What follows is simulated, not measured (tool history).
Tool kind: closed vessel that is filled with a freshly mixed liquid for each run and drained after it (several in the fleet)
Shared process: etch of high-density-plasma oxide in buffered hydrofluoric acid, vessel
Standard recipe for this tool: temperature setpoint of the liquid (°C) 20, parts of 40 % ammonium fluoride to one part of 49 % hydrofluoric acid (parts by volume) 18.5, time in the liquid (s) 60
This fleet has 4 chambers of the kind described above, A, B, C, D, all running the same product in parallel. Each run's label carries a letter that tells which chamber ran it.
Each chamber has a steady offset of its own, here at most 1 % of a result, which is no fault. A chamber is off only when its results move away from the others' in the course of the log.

| run | day | temperature setpoint of the liquid (°C) | parts of 40 % ammonium fluoride to one part of 49 % hydrofluoric acid (parts by volume) | time in the liquid (s) | hours since the thermometer was replaced | hours since the hydrofluoric acid flow meter was replaced | read-back film thickness of the high-density-plasma oxide reference wafer, read on the same gauge (nm) | thickness taken off the high-density-plasma oxide on a monitor wafer (Å) |
|---|---|---|---|---|---|---|---|---|
| 1C | 0.183 | 20 | 18.5 | 60 | 471.6 | 1248.2 | 150.01 | 488.07 |
| 2B | 0.454 | 20 | 18.5 | 60 | 401.8 | 1332.1 | 150.03 | 500.87 |
| 3A | 0.725 | 20 | 18.5 | 60 | 472.5 | 1412.1 | 150.02 | 498.67 |
|  | 0.933 | chamber A: thermometer replaced |
| 4D | 1.054 | 20 | 18.5 | 60 | 724.1 | 245.6 | 150.01 | 501.02 |
| 5D | 1.329 | 23.5 | 18.5 | 60 | 730.7 | 252.2 | 150.01 | 608.2 |
| 6C | 1.521 | 23.5 | 18.5 | 60 | 503.7 | 1280.3 | 150.01 | 596.03 |
|  | 1.692 | chamber D: thermometer replaced |
| 7B | 1.821 | 23.5 | 18.5 | 60 | 434.6 | 1364.9 | 150.01 | 604.78 |
| 8A | 2.142 | 23.5 | 18.5 | 60 | 29 | 1446.1 | 150.02 | 611 |
| 9C | 2.317 | 20 | 18.5 | 60 | 522.8 | 1299.4 | 150 | 507.94 |
| 10B | 2.7 | 20 | 18.5 | 60 | 455.7 | 1386 | 149.98 | 500.49 |
| 11A | 2.904 | 20 | 18.5 | 60 | 47.3 | 1464.4 | 149.99 | 503.97 |
| 12D | 3.217 | 20 | 18.5 | 60 | 36.7 | 297.5 | 149.99 | 498.88 |
| 13C | 3.588 | 20 | 18.5 | 60 | 553.3 | 1329.9 | 149.98 | 497.43 |
|  | 3.671 | chamber C: hydrofluoric acid flow meter replaced |
| 14D | 3.838 | 20 | 18.5 | 60 | 51.6 | 312.4 | 149.99 | 494.18 |
| 15B | 4.183 | 17 | 18.5 | 60 | 491.3 | 1421.6 | 150 | 424.77 |
| 16A | 4.379 | 17 | 18.5 | 60 | 82.7 | 1499.8 | 149.99 | 427.08 |
| 17A | 4.742 | 17 | 18.5 | 60 | 91.4 | 1508.5 | 149.98 | 427.59 |
| 18B | 5.075 | 17 | 18.5 | 60 | 512.7 | 1443 | 149.99 | 419.17 |
| 19C | 5.246 | 20 | 18.5 | 60 | 593.1 | 37.9 | 149.99 | 499.7 |
| 20D | 5.521 | 20 | 18.5 | 60 | 92 | 352.8 | 150 | 520.67 |
| 21C | 5.883 | 20 | 18.5 | 60 | 608.4 | 53.2 | 149.97 | 492.24 |
| 22D | 6.154 | 20 | 18.5 | 60 | 107.2 | 368 | 149.97 | 511.78 |
| 23B | 6.438 | 20 | 18.5 | 60 | 545.4 | 1475.7 | 150.04 | 501.17 |
| 24A | 6.775 | 20 | 18.5 | 60 | 140.2 | 1557.3 | 150.02 | 504.86 |
| 25A | 7.129 | 20 | 18.5 | 60 | 148.7 | 1565.8 | 149.98 | 506.86 |
| 26C | 7.338 | 20 | 18.5 | 60 | 643.3 | 88.1 | 149.99 | 492.86 |
| 27B | 7.517 | 20 | 18.5 | 60 | 571.3 | 1501.6 | 150 | 501.76 |
| 28D | 7.883 | 20 | 18.5 | 90 | 148.7 | 409.5 | 149.99 | 809.77 |
| 29A | 8.146 | 20 | 18.5 | 90 | 173.1 | 1590.2 | 149.98 | 761.48 |
| 30B | 8.342 | 20 | 18.5 | 90 | 591.1 | 1521.4 | 149.98 | 752.12 |
| 31C | 8.562 | 20 | 18.5 | 90 | 672.7 | 117.5 | 149.99 | 735.03 |
| 32D | 8.925 | 20 | 18.5 | 60 | 173.7 | 434.5 | 149.98 | 556.78 |

Next, all 4 chambers run the settings below, one line each with question marks for the results. What does each chamber give?
| 33A | 9.196 | 17 | 18.5 | 60 |  |  |  | ? |
| 33B | 9.196 | 17 | 18.5 | 60 |  |  |  | ? |
| 33C | 9.196 | 17 | 18.5 | 60 |  |  |  | ? |
| 33D | 9.196 | 17 | 18.5 | 60 |  |  |  | ? |

| run | thickness taken off the high-density-plasma oxide on a monitor wafer (Å) |
|---|---|
| 33A | 428.01 |
| 33B | 422.7 |
| 33C | 413.68 |
| 33D | 473.17 |

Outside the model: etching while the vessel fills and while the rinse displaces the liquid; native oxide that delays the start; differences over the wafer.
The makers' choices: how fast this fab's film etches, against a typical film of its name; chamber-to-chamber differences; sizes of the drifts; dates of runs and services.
